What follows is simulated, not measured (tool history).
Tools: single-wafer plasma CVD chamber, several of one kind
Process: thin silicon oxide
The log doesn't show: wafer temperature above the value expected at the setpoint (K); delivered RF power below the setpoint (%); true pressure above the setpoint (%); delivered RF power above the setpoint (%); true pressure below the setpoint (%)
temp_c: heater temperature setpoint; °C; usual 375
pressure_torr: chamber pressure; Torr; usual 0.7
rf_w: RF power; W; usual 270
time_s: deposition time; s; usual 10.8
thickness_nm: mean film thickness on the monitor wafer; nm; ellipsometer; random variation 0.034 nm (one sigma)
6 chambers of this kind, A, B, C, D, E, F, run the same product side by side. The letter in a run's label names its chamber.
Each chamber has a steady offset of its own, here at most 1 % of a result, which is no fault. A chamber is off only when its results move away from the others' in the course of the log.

run    day  temp_c  pressure_torr  rf_w  time_s  hours since the last thermocouple change  hours since the last RF generator calibration  hours since the last manometer calibration  read-back reference wafer on the same gauge, thickness_nm  thickness_nm
 1F  0.267     375            0.7   270    10.8                                    2897.8                                         1009.2                                       740.2                                                     19.901        16.702
 2C  0.562     375            0.7   270    10.8                                      1596                                          632.5                                         850                                                     19.889        16.867
     0.783  -- chamber F: thermocouple changed; heater temperature recalibrated
 3E  0.792     375            0.7   270    10.8                                    1715.8                                          982.1                                      1309.4                                                     19.905        17.017
 4D  0.946     375            0.7   270    10.8                                      89.6                                          144.3                                      1230.9                                                     19.895        17.038
 5A  1.138     375            0.7   270    10.8                                      40.2                                          911.2                                      1203.1                                                     19.898        16.955
 6B  1.383     375            0.7   270    10.8                                    1874.9                                         2058.1                                       817.1                                                     19.894          16.9
 7D  1.538     375            0.7   270    10.8                                     103.8                                          158.5                                      1245.1                                                     19.895        16.968
 8E  1.688     375            0.7   270    10.8                                    1737.3                                         1003.6                                      1330.9                                                     19.914        17.047
 9C  1.892     375            0.7   270    10.8                                    1627.9                                          664.4                                       881.9                                                     19.897        16.808
10F  2.175     375            0.7   270    10.8                                      33.4                                           1055                                         786                                                     19.908        16.813
11B   2.45     375            0.7   270    10.8                                    1900.5                                         2083.7                                       842.7                                                     19.904        16.937
12A  2.688     375            0.7   270    10.8                                      77.4                                          948.4                                      1240.3                                                     19.898        16.885
13D  2.983     375            0.7   270    10.8                                     138.5                                          193.2                                      1279.8                                                     19.907        16.973
14F  3.208     388            0.7   235    10.8                                      58.2                                         1079.8                                       810.8                                                     19.897        15.652
15A  3.483     388            0.7   235    10.8                                      96.5                                          967.5                                      1259.4                                                     19.893         15.75
16B  3.738     388            0.7   235    10.8                                    1931.4                                         2114.6                                       873.6                                                     19.908        15.815
17C  3.983     388            0.7   235    10.8                                    1678.1                                          714.6                                       932.1                                                     19.903        15.641
18E  4.212     388            0.7   235    10.8                                    1797.9                                         1064.2                                      1391.5                                                     19.906        15.862
19B  4.429     388            0.7   235    10.8                                      1948                                         2131.2                                       890.2                                                     19.897        15.762
20D  4.679     375            0.7   270    10.8                                     179.2                                          233.9                                      1320.5                                                     19.898        17.004
21E  4.829     375            0.7   270    10.8                                    1812.7                                           1079                                      1406.3                                                     19.909        17.044
22F  5.042     375            0.7   270    10.8                                     102.2                                         1123.8                                       854.8                                                     19.903        16.718
23A  5.192     375            0.7   270    10.8                                     137.5                                         1008.5                                      1300.4                                                     19.907         16.94
24C  5.425     375            0.7   270    10.8                                    1712.7                                          749.2                                       966.7                                                       19.9        16.839
25E  5.683     375            0.7   270    10.8                                    1833.2                                         1099.5                                      1426.8                                                     19.904        17.079
26B  5.971     375            0.7   270    10.8                                      1985                                         2168.2                                       927.2                                                     19.913        16.964
     6.038  -- chamber D: capacitance manometer re-zeroed and calibrated
27F  6.229     375            0.7   270    10.8                                     130.7                                         1152.3                                       883.3                                                     19.898        16.796
28C  6.479     375            0.7   270    10.8                                      1738                                          774.5                                         992                                                     19.888         16.85
29D  6.729     375            0.7   270    10.8                                     228.4                                          283.1                                        16.6                                                     19.909        17.028
30A  6.933     375            0.7   270    10.8                                     179.3                                         1050.3                                      1342.2                                                     19.899        16.895
31B  7.162     375            0.7   270    10.8                                    2013.6                                         2196.8                                       955.8                                                     19.901        16.958
32D  7.367     375           0.87   270    10.1                                     243.7                                          298.4                                        31.9                                                     19.894        19.605
33A  7.512     375           0.87   270    10.1                                     193.2                                         1064.2                                      1356.1                                                     19.895        19.486
34F  7.738     375           0.87   270    10.1                                     166.9                                         1188.5                                       919.5                                                     19.895        19.305
35E  7.942     375           0.87   270    10.1                                    1887.4                                         1153.7                                        1481                                                     19.894        19.661
36C  8.192     375           0.87   270    10.1                                    1779.1                                          815.6                                      1033.1                                                     19.911        19.433
     8.333  -- chamber B: capacitance manometer re-zeroed and calibrated
37B  8.442     375           0.87   270    10.1                                    2044.3                                         2227.5                                         2.6                                                     19.896        19.546
38D  8.575     375            0.7   270    10.8                                     272.7                                          327.4                                        60.9                                                     19.902        16.968
39E  8.804     375            0.7   270    10.8                                    1908.1                                         1174.4                                      1501.7                                                     19.901        17.122
     8.912  -- chamber F: RF generator calibrated
40F   8.95     375            0.7   270    10.8                                       196                                            0.9                                       948.6                                                     19.895        16.808
41C  9.117     370            0.7   230    10.8                                    1801.3                                          837.8                                      1055.3                                                     19.895        15.621

Is one chamber off against the others, does the gauge drift, or is nothing wrong? If a chamber is off, say which, and what the likeliest cause is.

No chamber stands off beyond its own small offset, and the gauge holds steady.

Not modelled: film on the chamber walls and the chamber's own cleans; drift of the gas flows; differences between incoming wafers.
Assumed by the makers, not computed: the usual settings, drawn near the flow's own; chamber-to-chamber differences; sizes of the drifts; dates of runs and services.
